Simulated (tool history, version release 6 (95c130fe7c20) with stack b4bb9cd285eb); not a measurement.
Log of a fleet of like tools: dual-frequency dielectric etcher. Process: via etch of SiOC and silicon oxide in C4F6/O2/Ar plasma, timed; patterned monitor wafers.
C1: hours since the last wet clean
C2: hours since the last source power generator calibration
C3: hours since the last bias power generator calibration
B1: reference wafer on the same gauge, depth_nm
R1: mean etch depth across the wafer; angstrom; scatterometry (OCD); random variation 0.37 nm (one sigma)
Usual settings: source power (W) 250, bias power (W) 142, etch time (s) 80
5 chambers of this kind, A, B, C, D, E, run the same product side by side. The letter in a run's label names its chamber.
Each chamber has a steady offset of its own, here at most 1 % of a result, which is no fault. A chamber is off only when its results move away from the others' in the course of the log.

{"run": "1C", "hour": 6.6, "source power (W)": 250, "bias power (W)": 142, "etch time (s)": 80, "C1": 469.4, "C2": 1244.6, "C3": 1362.3, "B1": 79.471, "R1": 710.98}
{"run": "2B", "hour": 14.6, "source power (W)": 250, "bias power (W)": 142, "etch time (s)": 80, "C1": 306.1, "C2": 717.1, "C3": 3750.7, "B1": 79.376, "R1": 699.62}
{"run": "3E", "hour": 23.3, "source power (W)": 250, "bias power (W)": 142, "etch time (s)": 80, "C1": 384.0, "C2": 239.0, "C3": 4143.1, "B1": 79.343, "R1": 699.55}
{"run": "4D", "hour": 28.8, "source power (W)": 250, "bias power (W)": 142, "etch time (s)": 80, "C1": 310.0, "C2": 2046.6, "C3": 2457.6, "B1": 79.413, "R1": 701.57}
{"run": "5A", "hour": 40.2, "source power (W)": 250, "bias power (W)": 142, "etch time (s)": 80, "C1": 436.0, "C2": 1395.5, "C3": 3758.2, "B1": 79.356, "R1": 708.88}
{"run": "6A", "hour": 47.0, "source power (W)": 250, "bias power (W)": 142, "etch time (s)": 80, "C1": 442.8, "C2": 1402.3, "C3": 3765.0, "B1": 79.371, "R1": 699.74}
{"run": "7C", "hour": 51.9, "source power (W)": 250, "bias power (W)": 142, "etch time (s)": 80, "C1": 514.7, "C2": 1289.9, "C3": 1407.6, "B1": 79.421, "R1": 701.4}
{"run": "8E", "hour": 57.9, "source power (W)": 250, "bias power (W)": 142, "etch time (s)": 80, "C1": 418.6, "C2": 273.6, "C3": 4177.7, "B1": 79.462, "R1": 705.74}
{"run": "9D", "hour": 65.8, "source power (W)": 250, "bias power (W)": 142, "etch time (s)": 80, "C1": 347.0, "C2": 2083.6, "C3": 2494.6, "B1": 79.44, "R1": 713.35}
{"hour": 67.7, "done": "chamber E: wet clean of the chamber"}
{"run": "10B", "hour": 73.9, "source power (W)": 250, "bias power (W)": 129, "etch time (s)": 90, "C1": 365.4, "C2": 776.4, "C3": 3810.0, "B1": 79.263, "R1": 765.29}
{"run": "11C", "hour": 84.2, "source power (W)": 250, "bias power (W)": 129, "etch time (s)": 90, "C1": 547.0, "C2": 1322.2, "C3": 1439.9, "B1": 79.537, "R1": 767.42}
{"run": "12B", "hour": 92.1, "source power (W)": 250, "bias power (W)": 129, "etch time (s)": 90, "C1": 383.6, "C2": 794.6, "C3": 3828.2, "B1": 79.344, "R1": 758.28}
{"hour": 98.2, "done": "chamber B: wet clean of the chamber"}
{"run": "13E", "hour": 100.2, "source power (W)": 250, "bias power (W)": 129, "etch time (s)": 90, "C1": 32.5, "C2": 315.9, "C3": 4220.0, "B1": 79.364, "R1": 761.78}
{"run": "14D", "hour": 107.0, "source power (W)": 250, "bias power (W)": 129, "etch time (s)": 90, "C1": 388.2, "C2": 2124.8, "C3": 2535.8, "B1": 79.403, "R1": 773.47}
{"run": "15A", "hour": 118.3, "source power (W)": 250, "bias power (W)": 142, "etch time (s)": 80, "C1": 514.1, "C2": 1473.6, "C3": 3836.3, "B1": 79.364, "R1": 703.87}
{"run": "16C", "hour": 125.5, "source power (W)": 250, "bias power (W)": 142, "etch time (s)": 80, "C1": 588.3, "C2": 1363.5, "C3": 1481.2, "B1": 79.477, "R1": 698.14}
{"run": "17D", "hour": 134.6, "source power (W)": 250, "bias power (W)": 142, "etch time (s)": 80, "C1": 415.8, "C2": 2152.4, "C3": 2563.4, "B1": 79.494, "R1": 700.48}
{"hour": 138.7, "done": "chamber C: wet clean of the chamber"}
{"run": "18A", "hour": 144.4, "source power (W)": 250, "bias power (W)": 142, "etch time (s)": 80, "C1": 540.2, "C2": 1499.7, "C3": 3862.4, "B1": 79.423, "R1": 708.27}
{"run": "19E", "hour": 149.4, "source power (W)": 250, "bias power (W)": 142, "etch time (s)": 80, "C1": 81.7, "C2": 365.1, "C3": 4269.2, "B1": 79.345, "R1": 707.57}
{"hour": 158.2, "done": "chamber A: wet clean of the chamber"}
{"run": "20B", "hour": 158.9, "source power (W)": 250, "bias power (W)": 142, "etch time (s)": 80, "C1": 60.7, "C2": 861.4, "C3": 3895.0, "B1": 79.323, "R1": 675.04}
{"run": "21E", "hour": 164.8, "source power (W)": 250, "bias power (W)": 142, "etch time (s)": 80, "C1": 97.1, "C2": 380.5, "C3": 4284.6, "B1": 79.405, "R1": 701.56}
{"run": "22D", "hour": 171.9, "source power (W)": 250, "bias power (W)": 142, "etch time (s)": 80, "C1": 453.1, "C2": 2189.7, "C3": 2600.7, "B1": 79.304, "R1": 705.02}
{"run": "23A", "hour": 177.1, "source power (W)": 250, "bias power (W)": 142, "etch time (s)": 80, "C1": 19.0, "C2": 1532.4, "C3": 3895.1, "B1": 79.411, "R1": 698.52}
{"run": "24B", "hour": 182.8, "source power (W)": 250, "bias power (W)": 169, "etch time (s)": 68, "C1": 84.6, "C2": 885.3, "C3": 3918.9, "B1": 79.336, "R1": 606.9}
{"run": "25C", "hour": 187.8, "source power (W)": 250, "bias power (W)": 169, "etch time (s)": 68, "C1": 49.1, "C2": 1425.8, "C3": 1543.5, "B1": 79.423, "R1": 632.76}
{"run": "26A", "hour": 194.5, "source power (W)": 250, "bias power (W)": 169, "etch time (s)": 68, "C1": 36.4, "C2": 1549.8, "C3": 3912.5, "B1": 79.439, "R1": 636.02}
{"run": "27D", "hour": 201.1, "source power (W)": 250, "bias power (W)": 169, "etch time (s)": 68, "C1": 482.3, "C2": 2218.9, "C3": 2629.9, "B1": 79.336, "R1": 624.56}
{"run": "28E", "hour": 207.8, "source power (W)": 250, "bias power (W)": 169, "etch time (s)": 68, "C1": 140.1, "C2": 423.5, "C3": 4327.6, "B1": 79.368, "R1": 626.13}
{"run": "29B", "hour": 217.1, "source power (W)": 250, "bias power (W)": 142, "etch time (s)": 80, "C1": 118.9, "C2": 919.6, "C3": 3953.2, "B1": 79.272, "R1": 668.89}
{"run": "30C", "hour": 227.9, "source power (W)": 250, "bias power (W)": 142, "etch time (s)": 80, "C1": 89.2, "C2": 1465.9, "C3": 1583.6, "B1": 79.358, "R1": 700.81}

Next, every chamber runs the same settings. What will each give?
{"run": "31A", "hour": 236.1, "source power (W)": 250, "bias power (W)": 142, "etch time (s)": 60, "R1": "?"}
{"run": "31B", "hour": 236.1, "source power (W)": 250, "bias power (W)": 142, "etch time (s)": 60, "R1": "?"}
{"run": "31C", "hour": 236.1, "source power (W)": 250, "bias power (W)": 142, "etch time (s)": 60, "R1": "?"}
{"run": "31D", "hour": 236.1, "source power (W)": 250, "bias power (W)": 142, "etch time (s)": 60, "R1": "?"}
{"run": "31E", "hour": 236.1, "source power (W)": 250, "bias power (W)": 142, "etch time (s)": 60, "R1": "?"}

run=31A R1=530.35
run=31B R1=504.97
run=31C R1=528.33
run=31D R1=530.44
run=31E R1=526.26
